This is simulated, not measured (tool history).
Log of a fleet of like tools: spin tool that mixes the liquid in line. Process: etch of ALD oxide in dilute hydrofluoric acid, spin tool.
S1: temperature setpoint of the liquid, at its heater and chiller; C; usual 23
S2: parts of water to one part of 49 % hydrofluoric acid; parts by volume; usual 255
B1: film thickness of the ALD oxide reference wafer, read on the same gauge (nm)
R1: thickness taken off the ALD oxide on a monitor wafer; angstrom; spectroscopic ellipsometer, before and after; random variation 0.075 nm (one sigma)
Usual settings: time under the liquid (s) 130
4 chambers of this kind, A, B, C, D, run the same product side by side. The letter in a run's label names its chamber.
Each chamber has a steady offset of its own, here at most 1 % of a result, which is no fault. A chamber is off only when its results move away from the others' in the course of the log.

Run 1B, hour 13.2: usual settings; B1 60.024. Result: R1 77.522 angstrom.
Run 2D, hour 29.4: usual settings; B1 59.993. Result: R1 78.12 angstrom.
Run 3A, hour 40.4: usual settings; B1 60.009. Result: R1 79.383 angstrom.
Run 4C, hour 52.8: usual settings; B1 59.998. Result: R1 78.38 angstrom.
Run 5A, hour 66.4: usual settings; B1 60.014. Result: R1 77.822 angstrom.
Run 6D, hour 76.1: usual settings; B1 59.968. Result: R1 77.34 angstrom.
Run 7C, hour 83.7: usual settings; B1 59.967. Result: R1 78.144 angstrom.
Run 8B, hour 99.9: usual settings; B1 59.937. Result: R1 77.287 angstrom.
Run 9A, hour 111.6: usual settings; B1 60.01. Result: R1 78.304 angstrom.
Run 10C, hour 119.7: usual settings but S1 25 C; B1 59.956. Result: R1 82.889 angstrom.
Run 11D, hour 132: usual settings but S1 25 C; B1 59.98. Result: R1 83.974 angstrom.
Run 12B, hour 147.1: usual settings but S1 25 C; B1 59.992. Result: R1 82.024 angstrom.
Run 13D, hour 157.5: usual settings but S1 25 C; B1 60.066. Result: R1 83.328 angstrom.
At hour 165.9: chamber C: thermometer replaced.
Run 14A, hour 173.1: usual settings; B1 60.023. Result: R1 80.009 angstrom.
Run 15B, hour 180.4: usual settings; B1 59.997. Result: R1 77.112 angstrom.
Run 16C, hour 191.1: usual settings; B1 59.95. Result: R1 77.887 angstrom.
Run 17D, hour 199.9: usual settings; B1 60.013. Result: R1 78.73 angstrom.
Run 18A, hour 210.3: usual settings; B1 59.982. Result: R1 78.37 angstrom.
At hour 211.6: chamber B: hydrofluoric acid flow meter replaced.
Run 19B, hour 224.3: usual settings; B1 60.035. Result: R1 77.015 angstrom.
Run 20C, hour 232.9: usual settings; B1 60.02. Result: R1 76.888 angstrom.
Run 21A, hour 243.4: usual settings but S2 360 parts by volume, time under the liquid (s) 55; B1 60.009. Result: R1 21.044 angstrom.
Run 22C, hour 253.9: usual settings but S2 360 parts by volume, time under the liquid (s) 55; B1 59.985. Result: R1 20.651 angstrom.
Run 23D, hour 270: usual settings but S2 360 parts by volume, time under the liquid (s) 55; B1 60.051. Result: R1 21.285 angstrom.
Run 24B, hour 277: usual settings but S2 360 parts by volume, time under the liquid (s) 55; B1 59.98. Result: R1 21.178 angstrom.
Run 25D, hour 290.8: usual settings; B1 59.99. Result: R1 77.226 angstrom.
Run 26C, hour 306.7: usual settings; B1 60.047. Result: R1 77.858 angstrom.
Run 27B, hour 315.9: usual settings; B1 60.031. Result: R1 77.416 angstrom.
Run 28A, hour 327.4: usual settings but S1 19 C, time under the liquid (s) 180; B1 59.991. Result: R1 89.883 angstrom.
Run 29A, hour 337.2: usual settings but S1 19 C, time under the liquid (s) 180; B1 59.994. Result: R1 89.042 angstrom.
Run 30C, hour 350.3: usual settings but S1 19 C, time under the liquid (s) 180; B1 59.994. Result: R1 91.416 angstrom.
Run 31B, hour 360.4: usual settings but S1 19 C, time under the liquid (s) 180; B1 60.007. Result: R1 92.839 angstrom.
Run 32D, hour 374.1: usual settings; B1 60.053. Result: R1 78.592 angstrom.
Run 33D, hour 389.8: usual settings; B1 59.972. Result: R1 77.168 angstrom.
Run 34A, hour 401.3: usual settings; B1 59.977. Result: R1 74.778 angstrom.
Run 35B, hour 417.5: usual settings; B1 60.023. Result: R1 77.302 angstrom.
Run 36C, hour 433.2: usual settings; B1 60.05. Result: R1 78.046 angstrom.
At hour 443.1: chamber C: hydrofluoric acid flow meter replaced.
Run 37B, hour 447.1: usual settings; B1 59.992. Result: R1 77.331 angstrom.
Run 38A, hour 457: usual settings; B1 59.935. Result: R1 72.838 angstrom.
Run 39C, hour 469.9: usual settings; B1 60.01. Result: R1 76.5 angstrom.
Run 40D, hour 477.5: usual settings; B1 59.952. Result: R1 78.709 angstrom.
Run 41C, hour 484.8: usual settings; B1 59.975. Result: R1 76.562 angstrom.
Run 42D, hour 499.2: usual settings; B1 59.953. Result: R1 79.365 angstrom.

All 4 chambers run these settings next. Forecast each chamber's results:
Run 43A, hour 510.8: usual settings but S1 21 C. Result: R1 ?.
Run 43B, hour 510.8: usual settings but S1 21 C. Result: R1 ?.
Run 43C, hour 510.8: usual settings but S1 21 C. Result: R1 ?.
Run 43D, hour 510.8: usual settings but S1 21 C. Result: R1 ?.

run      R1
43A  67.009
43B   72.48
43C  70.976
43D  72.241
